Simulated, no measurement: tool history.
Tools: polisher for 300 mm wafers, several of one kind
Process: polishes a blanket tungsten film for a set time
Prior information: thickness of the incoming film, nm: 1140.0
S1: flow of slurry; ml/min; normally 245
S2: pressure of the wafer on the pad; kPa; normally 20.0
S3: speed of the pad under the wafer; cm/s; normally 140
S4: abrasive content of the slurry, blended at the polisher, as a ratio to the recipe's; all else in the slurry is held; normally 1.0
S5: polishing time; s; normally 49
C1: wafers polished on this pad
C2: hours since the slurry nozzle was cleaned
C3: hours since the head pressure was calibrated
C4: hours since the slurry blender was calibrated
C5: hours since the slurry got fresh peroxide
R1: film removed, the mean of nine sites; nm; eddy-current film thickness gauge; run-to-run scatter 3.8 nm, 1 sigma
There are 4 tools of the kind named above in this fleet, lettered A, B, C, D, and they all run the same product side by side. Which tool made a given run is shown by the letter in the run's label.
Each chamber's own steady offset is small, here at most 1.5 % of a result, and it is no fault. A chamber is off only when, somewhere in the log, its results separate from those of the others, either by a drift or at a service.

{"hour": 1.5, "done": "chamber B: worn pad replaced by a new one"}
{"run": "1D", "hour": 4.0, "S1": 245, "S2": 20.0, "S3": 140, "S4": 1.0, "S5": 49, "C1": 681, "C2": 29.5, "C3": 660.6, "C4": 270.6, "C5": 79.7, "R1": 279.67}
{"run": "2B", "hour": 7.2, "S1": 245, "S2": 20.0, "S3": 140, "S4": 1.0, "S5": 49, "C1": 48, "C2": 822.6, "C3": 979.6, "C4": 271.5, "C5": 114.0, "R1": 272.89}
{"run": "3A", "hour": 11.9, "S1": 245, "S2": 20.0, "S3": 140, "S4": 1.0, "S5": 49, "C1": 895, "C2": 376.4, "C3": 408.3, "C4": 248.4, "C5": 24.6, "R1": 279.57}
{"hour": 15.2, "done": "chamber D: slurry blender recalibrated"}
{"run": "4C", "hour": 16.3, "S1": 245, "S2": 20.0, "S3": 140, "S4": 1.0, "S5": 49, "C1": 194, "C2": 432.5, "C3": 763.5, "C4": 107.3, "C5": 93.9, "R1": 282.47}
{"run": "5A", "hour": 20.7, "S1": 245, "S2": 20.0, "S3": 140, "S4": 1.0, "S5": 49, "C1": 968, "C2": 385.2, "C3": 417.1, "C4": 257.2, "C5": 33.4, "R1": 281.9}
{"run": "6D", "hour": 26.2, "S1": 245, "S2": 20.0, "S3": 140, "S4": 1.0, "S5": 49, "C1": 866, "C2": 51.7, "C3": 682.8, "C4": 11.1, "C5": 101.9, "R1": 278.16}
{"run": "7B", "hour": 29.3, "S1": 245, "S2": 20.0, "S3": 140, "S4": 1.0, "S5": 49, "C1": 232, "C2": 844.7, "C3": 1001.7, "C4": 293.6, "C5": 136.1, "R1": 273.31}
{"run": "8C", "hour": 32.7, "S1": 245, "S2": 20.0, "S3": 140, "S4": 1.0, "S5": 49, "C1": 331, "C2": 448.9, "C3": 779.9, "C4": 123.7, "C5": 110.3, "R1": 277.82}
{"hour": 33.5, "done": "chamber B: slurry nozzle cleaned"}
{"run": "9B", "hour": 37.7, "S1": 245, "S2": 20.0, "S3": 140, "S4": 1.0, "S5": 49, "C1": 302, "C2": 4.2, "C3": 1010.1, "C4": 302.0, "C5": 144.5, "R1": 273.33}
{"hour": 40.5, "done": "chamber A: head pressure recalibrated"}
{"run": "10C", "hour": 43.3, "S1": 245, "S2": 20.0, "S3": 140, "S4": 1.0, "S5": 49, "C1": 419, "C2": 459.5, "C3": 790.5, "C4": 134.3, "C5": 120.9, "R1": 279.54}
{"run": "11D", "hour": 47.8, "S1": 245, "S2": 20.0, "S3": 140, "S4": 1.0, "S5": 49, "C1": 1046, "C2": 73.3, "C3": 704.4, "C4": 32.7, "C5": 123.5, "R1": 274.61}
{"run": "12A", "hour": 51.0, "S1": 245, "S2": 20.0, "S3": 140, "S4": 1.0, "S5": 49, "C1": 1221, "C2": 415.5, "C3": 10.6, "C4": 287.5, "C5": 63.7, "R1": 254.25}
{"run": "13B", "hour": 55.5, "S1": 170, "S2": 20.0, "S3": 140, "S4": 1.0, "S5": 49, "C1": 450, "C2": 22.0, "C3": 1027.9, "C4": 319.8, "C5": 162.3, "R1": 260.0}
{"run": "14C", "hour": 58.8, "S1": 170, "S2": 20.0, "S3": 140, "S4": 1.0, "S5": 49, "C1": 548, "C2": 475.0, "C3": 806.0, "C4": 149.8, "C5": 136.4, "R1": 260.16}
{"hour": 60.0, "done": "chamber D: worn pad replaced by a new one"}
{"run": "15A", "hour": 63.0, "S1": 170, "S2": 20.0, "S3": 140, "S4": 1.0, "S5": 49, "C1": 1321, "C2": 427.5, "C3": 22.6, "C4": 299.5, "C5": 75.7, "R1": 242.77}
{"run": "16D", "hour": 67.8, "S1": 170, "S2": 20.0, "S3": 140, "S4": 1.0, "S5": 49, "C1": 65, "C2": 93.3, "C3": 724.4, "C4": 52.7, "C5": 143.5, "R1": 260.5}
{"hour": 72.8, "done": "chamber A: slurry nozzle cleaned"}
{"run": "17B", "hour": 72.9, "S1": 245, "S2": 20.0, "S3": 140, "S4": 1.0, "S5": 49, "C1": 595, "C2": 39.4, "C3": 1045.3, "C4": 337.2, "C5": 179.7, "R1": 268.4}
{"hour": 75.1, "done": "chamber C: worn pad replaced by a new one"}
{"hour": 76.9, "done": "chamber B: slurry blender recalibrated"}
{"run": "18C", "hour": 77.6, "S1": 245, "S2": 20.0, "S3": 140, "S4": 1.0, "S5": 49, "C1": 21, "C2": 493.8, "C3": 824.8, "C4": 168.6, "C5": 155.2, "R1": 278.49}
{"hour": 83.1, "done": "chamber B: slurry tank refilled with fresh slurry and peroxide"}
{"run": "19D", "hour": 83.1, "S1": 245, "S2": 20.0, "S3": 114, "S4": 0.9, "S5": 49, "C1": 192, "C2": 108.6, "C3": 739.7, "C4": 68.0, "C5": 158.8, "R1": 218.17}
{"run": "20A", "hour": 85.8, "S1": 245, "S2": 20.0, "S3": 114, "S4": 0.9, "S5": 49, "C1": 1511, "C2": 13.0, "C3": 45.4, "C4": 322.3, "C5": 98.5, "R1": 201.88}
{"run": "21A", "hour": 88.7, "S1": 245, "S2": 20.0, "S3": 114, "S4": 0.9, "S5": 49, "C1": 1535, "C2": 15.9, "C3": 48.3, "C4": 325.2, "C5": 101.4, "R1": 204.61}
{"run": "22B", "hour": 92.5, "S1": 245, "S2": 20.0, "S3": 114, "S4": 0.9, "S5": 49, "C1": 759, "C2": 59.0, "C3": 1064.9, "C4": 15.7, "C5": 9.5, "R1": 214.19}
{"hour": 94.6, "done": "chamber C: slurry tank refilled with fresh slurry and peroxide"}
{"run": "23D", "hour": 95.4, "S1": 245, "S2": 20.0, "S3": 140, "S4": 1.0, "S5": 49, "C1": 295, "C2": 120.9, "C3": 752.0, "C4": 80.3, "C5": 171.1, "R1": 279.5}
{"run": "24C", "hour": 101.2, "S1": 245, "S2": 20.0, "S3": 140, "S4": 1.0, "S5": 49, "C1": 218, "C2": 517.4, "C3": 848.4, "C4": 192.2, "C5": 6.7, "R1": 278.07}
{"run": "25C", "hour": 105.6, "S1": 245, "S2": 20.0, "S3": 140, "S4": 1.0, "S5": 49, "C1": 254, "C2": 521.8, "C3": 852.8, "C4": 196.6, "C5": 11.1, "R1": 280.26}
{"run": "26D", "hour": 108.3, "S1": 245, "S2": 20.0, "S3": 140, "S4": 1.0, "S5": 49, "C1": 402, "C2": 133.8, "C3": 764.9, "C4": 93.2, "C5": 184.0, "R1": 269.73}

Does one chamber stand apart from the rest, does the shared gauge drift, or is all well apart from small per-chamber offsets? Give the chamber and the most likely cause, where there is one.

Chamber A came out of a service off from its peers and stayed that way.
Likeliest cause: head's pressure below its setpoint, % = 7.88.

Which of the 4 candidates below, each the usual settings with something changed and its results left as question marks, puts chamber A back in line with what the other chambers give on the usual settings?
In-line tolerance around the mean of the other chambers on the usual settings: R1 13.00 nm
{"run": "27A-1", "hour": 112.5, "S1": 245, "S2": 20.0, "S3": 162, "S4": 1.0, "S5": 49, "R1": "?"}
{"run": "27A-2", "hour": 112.5, "S1": 245, "S2": 20.7, "S3": 140, "S4": 1.0, "S5": 51, "R1": "?"}
{"run": "27A-3", "hour": 112.5, "S1": 245, "S2": 20.0, "S3": 130, "S4": 1.0, "S5": 49, "R1": "?"}
{"run": "27A-4", "hour": 112.5, "S1": 245, "S2": 19.3, "S3": 132, "S4": 1.0, "S5": 46, "R1": "?"}

What the other chambers average on the usual settings: R1 275.00 nm
run=27A-1 R1=297.04
run=27A-2 R1=275.70
run=27A-3 R1=237.61
run=27A-4 R1=218.85
27A-2 puts the chamber back in line with the other chambers.
